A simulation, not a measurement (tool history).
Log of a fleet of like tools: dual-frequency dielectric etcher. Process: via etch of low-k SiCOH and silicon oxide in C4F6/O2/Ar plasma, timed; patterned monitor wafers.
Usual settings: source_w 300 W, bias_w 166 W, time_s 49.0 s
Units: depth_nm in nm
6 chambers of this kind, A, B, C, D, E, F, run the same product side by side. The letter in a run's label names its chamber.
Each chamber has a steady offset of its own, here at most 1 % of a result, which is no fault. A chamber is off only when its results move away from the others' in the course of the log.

run	hour	source_w	bias_w	time_s	hours since the last wet clean	hours since the last source power generator calibration	hours since the last bias power generator calibration	read-back reference wafer on the same gauge, depth_nm	depth_nm
1D	3.9	300	166	49.0	508.7	2977.8	3337.0	114.91	119.61
2F	10.7	300	166	49.0	294.2	1163.3	1588.3	115.13	119.09
3E	16.8	300	166	49.0	239.5	2887.6	738.6	115.01	119.10
4A	21.1	300	166	49.0	292.5	1285.5	875.9	115.05	120.03
5C	25.9	300	166	49.0	569.5	1758.0	603.7	114.97	119.31
6B	33.5	300	166	49.0	521.1	3735.3	2056.0	114.89	119.10
7B	40.2	300	166	49.0	527.8	3742.0	2062.7	115.08	119.94
8F	44.3	300	166	49.0	327.8	1196.9	1621.9	115.02	118.58
# hour 44.7: chamber D: wet clean of the chamber
9C	49.8	220	180	49.0	593.4	1781.9	627.6	114.93	108.69
10A	56.4	220	180	49.0	327.8	1320.8	911.2	114.92	108.66
11E	61.1	220	180	49.0	283.8	2931.9	782.9	114.93	107.43
12D	66.0	220	180	49.0	21.4	3039.9	3399.1	114.96	109.20
# hour 69.1: chamber C: wet clean of the chamber
13B	70.8	220	180	49.0	558.4	3772.6	2093.3	115.00	109.04
14F	76.5	220	180	49.0	360.0	1229.1	1654.1	115.04	109.55
15E	80.5	300	166	49.0	303.2	2951.3	802.3	115.09	118.39
16D	86.2	300	166	49.0	41.6	3060.1	3419.3	114.95	120.39
17C	90.4	300	166	49.0	21.3	1822.5	668.2	114.94	114.64
18A	97.3	300	166	49.0	368.7	1361.7	952.1	114.96	119.96
19C	100.8	300	166	49.0	31.7	1832.9	678.6	115.01	114.64
20D	104.3	300	191	49.0	59.7	3078.2	3437.4	115.16	124.25
# hour 105.1: chamber F: wet clean of the chamber
21B	110.4	300	191	49.0	598.0	3812.2	2132.9	114.92	124.66
22E	113.9	300	191	49.0	336.6	2984.7	835.7	114.96	124.35
23A	118.2	300	191	49.0	389.6	1382.6	973.0	115.03	126.35
# hour 121.2: chamber B: wet clean of the chamber
24F	123.4	300	191	49.0	18.4	1276.0	1701.0	114.85	124.67
25E	128.1	300	191	49.0	350.8	2998.9	849.9	114.94	124.18
26F	133.4	300	166	49.0	28.4	1286.0	1711.0	115.13	118.82
27C	140.5	300	166	49.0	71.4	1872.6	718.3	114.88	115.44
28B	148.0	300	166	49.0	26.9	3849.8	2170.5	114.84	119.95
29D	154.7	300	166	49.0	110.1	3128.6	3487.8	115.01	119.74
# hour 155.4: chamber A: wet clean of the chamber
30A	161.7	300	166	49.0	6.3	1426.1	1016.5	114.91	119.11
31E	166.0	300	166	49.0	388.7	3036.8	887.8	115.05	118.19
32C	170.0	300	166	49.0	100.9	1902.1	747.8	115.06	115.18
33B	175.6	300	166	49.0	54.5	3877.4	2198.1	114.92	119.81
34F	179.5	300	166	49.0	74.5	1332.1	1757.1	115.06	119.89
35A	185.9	300	166	49.0	30.5	1450.3	1040.7	115.12	120.19
36D	190.3	300	166	49.0	145.7	3164.2	3523.4	115.11	120.52
37D	194.6	300	166	59.5	150.0	3168.5	3527.7	114.90	145.16
38E	201.6	300	166	59.5	424.3	3072.4	923.4	115.07	144.08
39C	206.5	300	166	59.5	137.4	1938.6	784.3	115.04	139.24
40F	213.2	300	166	59.5	108.2	1365.8	1790.8	114.87	145.37

Next, every chamber runs the same settings. What will each give?
41A	218.6	300	166	49.0					?
41B	218.6	300	166	49.0					?
41C	218.6	300	166	49.0					?
41D	218.6	300	166	49.0					?
41E	218.6	300	166	49.0					?
41F	218.6	300	166	49.0					?

run	depth_nm
41A	119.72
41B	119.76
41C	115.14
41D	119.79
41E	118.00
41F	119.57
